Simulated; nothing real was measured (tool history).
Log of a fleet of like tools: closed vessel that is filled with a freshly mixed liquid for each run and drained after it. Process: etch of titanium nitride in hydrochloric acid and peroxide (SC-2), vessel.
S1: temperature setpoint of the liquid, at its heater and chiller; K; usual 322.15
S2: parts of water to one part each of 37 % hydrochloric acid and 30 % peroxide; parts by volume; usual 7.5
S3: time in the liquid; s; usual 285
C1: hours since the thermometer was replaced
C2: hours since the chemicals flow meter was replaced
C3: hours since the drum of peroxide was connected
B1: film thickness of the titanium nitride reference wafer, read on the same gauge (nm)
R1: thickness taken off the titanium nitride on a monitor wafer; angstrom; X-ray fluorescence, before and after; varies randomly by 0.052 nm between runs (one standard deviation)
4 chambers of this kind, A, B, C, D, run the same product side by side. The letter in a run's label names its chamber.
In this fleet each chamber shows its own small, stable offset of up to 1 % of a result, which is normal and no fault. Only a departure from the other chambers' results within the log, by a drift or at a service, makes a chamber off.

run,hour,S1,S2,S3,C1,C2,C3,B1,R1
1B,14.9,322.15,7.5,285,1412.8,45.0,769.2,79.975,52.040
# hour 18.4: chamber B: thermometer replaced
2A,29.0,322.15,7.5,285,254.1,824.4,296.9,80.001,53.235
3C,37.5,322.15,7.5,285,49.0,619.8,112.6,80.008,53.520
4D,49.7,322.15,7.5,285,1722.3,83.8,214.2,80.018,52.667
5C,59.9,322.15,7.5,285,71.4,642.2,135.0,80.002,53.594
6B,70.7,322.15,7.5,285,52.4,100.8,825.0,79.998,52.359
7D,82.9,322.15,7.5,285,1755.5,117.0,247.4,79.994,52.687
8A,91.0,322.15,7.5,285,316.1,886.4,358.9,79.992,52.072
9B,100.3,322.15,7.5,285,82.0,130.4,854.6,79.997,52.533
10A,111.7,322.15,7.5,285,336.8,907.1,379.6,80.005,52.415
11D,118.3,322.15,7.5,285,1790.9,152.4,282.8,80.004,51.547
# hour 120.8: chamber B: new drum of peroxide connected
12C,126.1,322.15,7.5,285,137.6,708.4,201.2,79.990,53.720
# hour 129.2: chamber A: new drum of peroxide connected
13B,140.1,322.15,7.5,285,121.8,170.2,19.3,79.998,52.152
14A,155.0,322.15,7.5,285,380.1,950.4,25.8,79.999,52.905
15C,166.6,322.15,7.5,285,178.1,748.9,241.7,79.994,53.266
16D,178.2,322.15,7.5,285,1850.8,212.3,342.7,79.987,50.373
17A,191.6,322.15,7.5,285,416.7,987.0,62.4,80.017,52.694
18D,205.4,322.15,9.0,285,1878.0,239.5,369.9,80.025,42.886
19B,215.4,322.15,9.0,285,197.1,245.5,94.6,79.993,46.223
20C,230.3,322.15,9.0,285,241.8,812.6,305.4,80.000,46.772
21B,236.9,322.15,9.0,285,218.6,267.0,116.1,79.983,45.225
22A,250.2,322.15,5.0,285,475.3,1045.6,121.0,80.003,72.660
23D,261.6,322.15,5.0,285,1934.2,295.7,426.1,79.993,66.512
24C,272.5,322.15,5.0,285,284.0,854.8,347.6,79.980,72.975
25B,282.1,322.15,5.0,285,263.8,312.2,161.3,79.986,71.673
26C,291.5,322.15,7.5,285,303.0,873.8,366.6,80.007,54.202
27A,301.8,322.15,7.5,285,526.9,1097.2,172.6,80.014,51.718

The same settings go to every chamber for the next run, one line per chamber below. Forecast the results for each:
28A,312.6,322.15,7.5,285,,,,,?
28B,312.6,322.15,7.5,285,,,,,?
28C,312.6,322.15,7.5,285,,,,,?
28D,312.6,322.15,7.5,285,,,,,?

run,R1
28A,52.452
28B,52.594
28C,53.401
28D,48.317
